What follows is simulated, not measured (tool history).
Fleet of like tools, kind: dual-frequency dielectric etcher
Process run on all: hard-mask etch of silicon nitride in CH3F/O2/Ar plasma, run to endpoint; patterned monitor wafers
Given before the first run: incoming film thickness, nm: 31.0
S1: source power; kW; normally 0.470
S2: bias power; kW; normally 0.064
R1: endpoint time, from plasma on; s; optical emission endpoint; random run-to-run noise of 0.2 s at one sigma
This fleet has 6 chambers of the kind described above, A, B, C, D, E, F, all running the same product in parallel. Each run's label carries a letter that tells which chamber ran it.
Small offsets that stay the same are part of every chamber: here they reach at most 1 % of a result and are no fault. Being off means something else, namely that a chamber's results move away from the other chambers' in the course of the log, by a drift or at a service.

| run | hour | S1 | S2 | R1 |
|---|---|---|---|---|
| 1D | 7.0 | 0.470 | 0.064 | 43.733 |
| 2C | 20.0 | 0.470 | 0.064 | 43.974 |
| 3F | 30.5 | 0.470 | 0.064 | 43.415 |
| 4A | 39.1 | 0.470 | 0.064 | 43.773 |
| 5E | 45.8 | 0.530 | 0.054 | 44.659 |
| 6B | 55.9 | 0.530 | 0.054 | 43.845 |
|  | 56.6 | chamber B: wet clean of the chamber |
| 7C | 62.0 | 0.530 | 0.054 | 44.556 |
| 8E | 67.7 | 0.530 | 0.054 | 44.681 |
| 9B | 73.9 | 0.530 | 0.054 | 44.279 |
|  | 74.6 | chamber E: bias power generator calibrated |
| 10A | 79.8 | 0.530 | 0.054 | 44.765 |
| 11D | 87.4 | 0.470 | 0.064 | 43.892 |
| 12F | 95.6 | 0.580 | 0.064 | 40.282 |
| 13C | 106.7 | 0.580 | 0.064 | 40.547 |
| 14F | 115.0 | 0.580 | 0.064 | 40.212 |
| 15E | 123.4 | 0.580 | 0.064 | 40.941 |
| 16A | 133.1 | 0.580 | 0.064 | 40.545 |
| 17D | 142.6 | 0.580 | 0.064 | 40.173 |
| 18B | 153.1 | 0.470 | 0.064 | 44.096 |
| 19B | 161.7 | 0.430 | 0.064 | 45.594 |
| 20D | 168.4 | 0.430 | 0.064 | 45.137 |
| 21C | 175.8 | 0.430 | 0.064 | 45.597 |
| 22E | 187.4 | 0.430 | 0.064 | 45.829 |
| 23A | 196.9 | 0.430 | 0.064 | 45.325 |
| 24F | 209.9 | 0.430 | 0.064 | 45.703 |
| 25A | 219.5 | 0.470 | 0.064 | 43.864 |
| 26E | 230.2 | 0.470 | 0.064 | 44.102 |
|  | 230.8 | chamber E: wet clean of the chamber |
| 27F | 239.1 | 0.470 | 0.064 | 44.719 |
| 28D | 250.0 | 0.470 | 0.064 | 43.810 |
|  | 256.0 | chamber A: wet clean of the chamber |
| 29C | 261.6 | 0.470 | 0.064 | 44.178 |
| 30B | 269.7 | 0.470 | 0.064 | 43.741 |
| 31F | 279.8 | 0.470 | 0.064 | 44.814 |
| 32E | 292.9 | 0.560 | 0.071 | 39.661 |
| 33A | 304.7 | 0.560 | 0.071 | 39.992 |
| 34D | 314.5 | 0.560 | 0.071 | 39.105 |
| 35C | 320.8 | 0.560 | 0.071 | 39.894 |
| 36B | 333.0 | 0.560 | 0.071 | 39.858 |
| 37F | 344.8 | 0.560 | 0.071 | 41.385 |
| 38E | 358.0 | 0.470 | 0.064 | 44.422 |
| 39D | 367.3 | 0.470 | 0.064 | 43.819 |

Read the log: is a single chamber off, either drifting away or since a service, is the gauge that measures every chamber drifting, or is nothing wrong beyond small per-chamber offsets? Name any odd chamber and what most likely caused it.

Chamber F drifts away from the others.
Likeliest cause: etch rate under this chamber's usual, % = 4.73.

Here are 4 candidates for chamber F's next run, each the usual settings with a change, their results left as question marks. Which one brings its results back in line with what the others give on the usual settings?
A result is in line if it is within this distance of the other chambers' mean on the usual settings: R1 0.690 s
| 40F-1 | 376.8 | 0.470 | 0.056 | ? |
| 40F-2 | 376.8 | 0.470 | 0.067 | ? |
| 40F-3 | 376.8 | 0.500 | 0.067 | ? |
| 40F-4 | 376.8 | 0.460 | 0.063 | ? |

Mean of the other chambers on the usual settings: R1 43.949 s
| run | R1 |
|---|---|
| 40F-1 | 47.912 |
| 40F-2 | 45.184 |
| 40F-3 | 44.124 |
| 40F-4 | 46.499 |
With 40F-3, the chamber falls back in line with the rest.
